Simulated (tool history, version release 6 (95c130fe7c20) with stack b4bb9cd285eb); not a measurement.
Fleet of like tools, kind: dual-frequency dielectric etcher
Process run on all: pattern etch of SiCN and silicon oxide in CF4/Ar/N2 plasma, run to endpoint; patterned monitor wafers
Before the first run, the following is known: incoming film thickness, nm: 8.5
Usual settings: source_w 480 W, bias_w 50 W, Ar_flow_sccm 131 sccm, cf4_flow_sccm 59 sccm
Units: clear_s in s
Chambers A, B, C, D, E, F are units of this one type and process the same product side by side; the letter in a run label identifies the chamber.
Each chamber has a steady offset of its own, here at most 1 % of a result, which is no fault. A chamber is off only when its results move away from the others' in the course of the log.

Run 1F, hour 4.2: usual settings. Result: clear_s 11.302 s.
Run 2A, hour 9.4: usual settings. Result: clear_s 11.302 s.
Run 3D, hour 14.7: usual settings. Result: clear_s 11.457 s.
Run 4B, hour 21.3: usual settings. Result: clear_s 11.334 s.
Run 5C, hour 26.9: usual settings. Result: clear_s 11.26 s.
Run 6E, hour 35: usual settings. Result: clear_s 11.422 s.
Run 7D, hour 42.9: usual settings but source_w 380 W. Result: clear_s 14.086 s.
Run 8A, hour 51.6: usual settings but source_w 380 W. Result: clear_s 13.86 s.
Run 9B, hour 60: usual settings but source_w 380 W. Result: clear_s 13.941 s.
Run 10F, hour 68.2: usual settings but source_w 380 W. Result: clear_s 14.019 s.
At hour 73.6: chamber E: wet clean of the chamber.
Run 11C, hour 76.9: usual settings but source_w 380 W. Result: clear_s 13.809 s.
Run 12E, hour 83.5: usual settings but source_w 380 W. Result: clear_s 13.876 s.
Run 13A, hour 89.7: usual settings. Result: clear_s 11.292 s.
Run 14E, hour 95.2: usual settings. Result: clear_s 11.336 s.
Run 15D, hour 104: usual settings. Result: clear_s 11.416 s.
Run 16C, hour 110.9: usual settings. Result: clear_s 11.3 s.
Run 17B, hour 119.9: usual settings. Result: clear_s 11.259 s.
Run 18F, hour 127.3: usual settings. Result: clear_s 11.294 s.
Run 19A, hour 135.8: usual settings. Result: clear_s 11.256 s.
Run 20E, hour 140.8: usual settings. Result: clear_s 11.313 s.
Run 21F, hour 147.2: usual settings. Result: clear_s 11.204 s.
Run 22C, hour 154.1: usual settings. Result: clear_s 11.226 s.
Run 23B, hour 159.4: usual settings. Result: clear_s 11.386 s.
Run 24D, hour 167.5: usual settings. Result: clear_s 11.468 s.
Run 25D, hour 173.4: usual settings. Result: clear_s 11.421 s.
Run 26A, hour 177.6: usual settings. Result: clear_s 11.254 s.
Run 27C, hour 186.2: usual settings. Result: clear_s 11.303 s.
Run 28E, hour 194.2: usual settings. Result: clear_s 11.365 s.
At hour 197.2: chamber A: wet clean of the chamber.
Run 29F, hour 202.2: usual settings. Result: clear_s 11.125 s.
Run 30B, hour 206.7: usual settings. Result: clear_s 11.254 s.
Run 31E, hour 215.8: usual settings. Result: clear_s 11.427 s.
Run 32D, hour 220.6: usual settings. Result: clear_s 11.369 s.
Run 33F, hour 225.7: usual settings but Ar_flow_sccm 117 sccm. Result: clear_s 10.813 s.
Run 34B, hour 232: usual settings but Ar_flow_sccm 117 sccm. Result: clear_s 11.053 s.
Run 35C, hour 240.4: usual settings but Ar_flow_sccm 117 sccm. Result: clear_s 11.011 s.
Run 36A, hour 246.6: usual settings but Ar_flow_sccm 117 sccm. Result: clear_s 11.054 s.
Run 37E, hour 255.3: usual settings but Ar_flow_sccm 117 sccm. Result: clear_s 11.138 s.
Run 38B, hour 260.3: usual settings but Ar_flow_sccm 117 sccm. Result: clear_s 11.096 s.
Run 39F, hour 268.7: usual settings. Result: clear_s 10.952 s.
Run 40C, hour 273: usual settings but Ar_flow_sccm 119 sccm, cf4_flow_sccm 72 sccm. Result: clear_s 10.695 s.
Run 41A, hour 281.9: usual settings but Ar_flow_sccm 119 sccm, cf4_flow_sccm 72 sccm. Result: clear_s 10.665 s.
Run 42D, hour 290.2: usual settings but Ar_flow_sccm 119 sccm, cf4_flow_sccm 72 sccm. Result: clear_s 10.848 s.
Run 43A, hour 297: usual settings but Ar_flow_sccm 119 sccm, cf4_flow_sccm 72 sccm. Result: clear_s 10.735 s.
Run 44C, hour 305.2: usual settings but Ar_flow_sccm 119 sccm, cf4_flow_sccm 72 sccm. Result: clear_s 10.681 s.

Has any chamber moved away from the others, gradually or after a service, or does the common gauge drift, or do the chambers differ only by their own small steady offsets? State the chamber and the most likely cause if one applies.

It is chamber F that slowly wanders off from its peers.
Cause: source power that arrives over what is set, % = 4.45.
The log may not tell that from: etch rate over this chamber's usual, %.

Here are 4 candidates for chamber F's next run, each the usual settings with a change, their results left as question marks. Which one brings its results back in line with what the others give on the usual settings?
In line means no further than this from the other chambers' mean on the usual settings: clear_s 0.13 s
Run 45F-1, hour 311.9: usual settings but source_w 470 W. Result: clear_s ?.
Run 45F-2, hour 311.9: usual settings but source_w 460 W, Ar_flow_sccm 132 sccm, cf4_flow_sccm 58 sccm. Result: clear_s ?.
Run 45F-3, hour 311.9: usual settings but cf4_flow_sccm 73 sccm. Result: clear_s ?.
Run 45F-4, hour 311.9: usual settings but Ar_flow_sccm 119 sccm. Result: clear_s ?.

Mean of the other chambers on the usual settings: clear_s 11.342 s
  run  clear_s
45F-1   11.064
45F-2    11.33
45F-3    10.44
45F-4   10.665
45F-2 brings the chamber back in line.
